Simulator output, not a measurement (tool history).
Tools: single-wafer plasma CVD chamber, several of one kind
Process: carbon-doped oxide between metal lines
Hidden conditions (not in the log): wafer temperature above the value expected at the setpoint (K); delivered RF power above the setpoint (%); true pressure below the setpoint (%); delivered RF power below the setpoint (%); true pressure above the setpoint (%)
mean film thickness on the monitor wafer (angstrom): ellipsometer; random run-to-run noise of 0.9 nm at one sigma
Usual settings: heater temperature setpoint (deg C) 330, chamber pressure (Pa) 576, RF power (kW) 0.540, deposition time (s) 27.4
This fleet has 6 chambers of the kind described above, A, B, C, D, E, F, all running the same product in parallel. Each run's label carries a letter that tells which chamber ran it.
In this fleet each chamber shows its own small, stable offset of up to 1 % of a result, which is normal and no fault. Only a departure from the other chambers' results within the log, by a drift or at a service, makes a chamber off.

| run | hour | heater temperature setpoint (deg C) | chamber pressure (Pa) | RF power (kW) | deposition time (s) | hours since the last thermocouple change | hours since the last RF generator calibration | hours since the last manometer calibration | read-back reference wafer on the same gauge, thickness_nm | mean film thickness on the monitor wafer (angstrom) |
|---|---|---|---|---|---|---|---|---|---|---|
|  | 6.1 | chamber A: thermocouple changed; heater temperature recalibrated |
| 1E | 8.2 | 330 | 576 | 0.540 | 27.4 | 491.8 | 1374.8 | 1134.2 | 142.16 | 1533.9 |
| 2C | 20.3 | 330 | 576 | 0.540 | 27.4 | 227.9 | 92.3 | 248.1 | 142.11 | 1552.4 |
| 3B | 30.1 | 330 | 576 | 0.540 | 27.4 | 1536.7 | 1124.9 | 421.2 | 141.85 | 1542.1 |
| 4F | 37.1 | 330 | 576 | 0.540 | 27.4 | 1343.2 | 224.5 | 1069.9 | 141.87 | 1525.5 |
| 5A | 44.8 | 322 | 576 | 0.540 | 27.4 | 38.7 | 758.5 | 975.4 | 141.94 | 1570.8 |
| 6D | 57.1 | 322 | 576 | 0.540 | 27.4 | 1122.2 | 1034.0 | 2348.9 | 142.04 | 1586.0 |
| 7B | 63.4 | 322 | 576 | 0.540 | 27.4 | 1570.0 | 1158.2 | 454.5 | 141.97 | 1564.7 |
| 8D | 72.6 | 322 | 576 | 0.540 | 27.4 | 1137.7 | 1049.5 | 2364.4 | 142.00 | 1564.6 |
| 9C | 80.5 | 322 | 576 | 0.540 | 27.4 | 288.1 | 152.5 | 308.3 | 141.98 | 1592.1 |
| 10A | 91.7 | 322 | 576 | 0.540 | 27.4 | 85.6 | 805.4 | 1022.3 | 141.97 | 1588.5 |
| 11E | 98.8 | 330 | 576 | 0.540 | 27.4 | 582.4 | 1465.4 | 1224.8 | 142.12 | 1519.7 |
| 12F | 104.9 | 337 | 576 | 0.540 | 24.7 | 1411.0 | 292.3 | 1137.7 | 141.87 | 1354.1 |
| 13D | 118.2 | 337 | 576 | 0.540 | 24.7 | 1183.3 | 1095.1 | 2410.0 | 142.01 | 1347.7 |
| 14A | 125.3 | 337 | 576 | 0.540 | 24.7 | 119.2 | 839.0 | 1055.9 | 142.18 | 1357.3 |
| 15B | 132.5 | 337 | 576 | 0.540 | 24.7 | 1639.1 | 1227.3 | 523.6 | 141.89 | 1347.8 |
| 16E | 145.3 | 337 | 576 | 0.540 | 24.7 | 628.9 | 1511.9 | 1271.3 | 142.11 | 1338.0 |
| 17C | 158.6 | 337 | 576 | 0.540 | 24.7 | 366.2 | 230.6 | 386.4 | 141.97 | 1349.3 |
| 18F | 165.1 | 330 | 576 | 0.540 | 27.4 | 1471.2 | 352.5 | 1197.9 | 141.87 | 1529.1 |
|  | 169.4 | chamber D: capacitance manometer re-zeroed and calibrated |
| 19B | 175.3 | 319 | 576 | 0.540 | 27.4 | 1681.9 | 1270.1 | 566.4 | 141.92 | 1589.3 |
| 20C | 188.6 | 319 | 576 | 0.540 | 27.4 | 396.2 | 260.6 | 416.4 | 141.77 | 1584.2 |
| 21E | 200.9 | 319 | 576 | 0.540 | 27.4 | 684.5 | 1567.5 | 1326.9 | 141.88 | 1590.9 |
| 22D | 210.4 | 319 | 576 | 0.540 | 27.4 | 1275.5 | 1187.3 | 41.1 | 141.90 | 1578.1 |
| 23A | 223.8 | 319 | 576 | 0.540 | 27.4 | 217.7 | 937.5 | 1154.4 | 141.96 | 1585.7 |
| 24F | 234.3 | 319 | 576 | 0.540 | 27.4 | 1540.4 | 421.7 | 1267.1 | 142.00 | 1582.1 |
| 25E | 244.7 | 330 | 576 | 0.540 | 27.4 | 728.3 | 1611.3 | 1370.7 | 142.04 | 1537.8 |
|  | 249.8 | chamber A: capacitance manometer re-zeroed and calibrated |
| 26F | 254.5 | 330 | 576 | 0.540 | 27.4 | 1560.6 | 441.9 | 1287.3 | 142.03 | 1543.2 |
| 27C | 264.6 | 330 | 576 | 0.540 | 27.4 | 472.2 | 336.6 | 492.4 | 142.09 | 1528.6 |
| 28A | 275.8 | 330 | 576 | 0.540 | 27.4 | 269.7 | 989.5 | 26.0 | 141.77 | 1529.5 |
| 29B | 285.1 | 343 | 576 | 0.540 | 27.4 | 1791.7 | 1379.9 | 676.2 | 142.26 | 1455.7 |
| 30D | 298.0 | 343 | 576 | 0.540 | 27.4 | 1363.1 | 1274.9 | 128.7 | 141.74 | 1453.4 |
| 31E | 304.9 | 343 | 576 | 0.540 | 27.4 | 788.5 | 1671.5 | 1430.9 | 141.94 | 1463.3 |
| 32D | 312.8 | 343 | 576 | 0.540 | 27.4 | 1377.9 | 1289.7 | 143.5 | 142.18 | 1463.0 |
| 33B | 320.2 | 343 | 576 | 0.540 | 27.4 | 1826.8 | 1415.0 | 711.3 | 142.17 | 1464.1 |
| 34F | 329.3 | 343 | 576 | 0.540 | 27.4 | 1635.4 | 516.7 | 1362.1 | 141.99 | 1476.3 |
| 35C | 336.9 | 330 | 576 | 0.540 | 27.4 | 544.5 | 408.9 | 564.7 | 142.00 | 1549.4 |
| 36A | 346.6 | 330 | 576 | 0.540 | 27.4 | 340.5 | 1060.3 | 96.8 | 142.06 | 1520.6 |
| 37D | 353.7 | 330 | 576 | 0.540 | 27.4 | 1418.8 | 1330.6 | 184.4 | 141.96 | 1534.0 |

Predict what each chamber gives when all 6 of them run the settings below next.
| 38A | 363.5 | 330 | 576 | 0.615 | 27.4 |  |  |  |  | ? |
| 38B | 363.5 | 330 | 576 | 0.615 | 27.4 |  |  |  |  | ? |
| 38C | 363.5 | 330 | 576 | 0.615 | 27.4 |  |  |  |  | ? |
| 38D | 363.5 | 330 | 576 | 0.615 | 27.4 |  |  |  |  | ? |
| 38E | 363.5 | 330 | 576 | 0.615 | 27.4 |  |  |  |  | ? |
| 38F | 363.5 | 330 | 576 | 0.615 | 27.4 |  |  |  |  | ? |

| run | mean film thickness on the monitor wafer (angstrom) |
|---|---|
| 38A | 1658.7 |
| 38B | 1646.8 |
| 38C | 1680.7 |
| 38D | 1653.2 |
| 38E | 1652.3 |
| 38F | 1659.5 |

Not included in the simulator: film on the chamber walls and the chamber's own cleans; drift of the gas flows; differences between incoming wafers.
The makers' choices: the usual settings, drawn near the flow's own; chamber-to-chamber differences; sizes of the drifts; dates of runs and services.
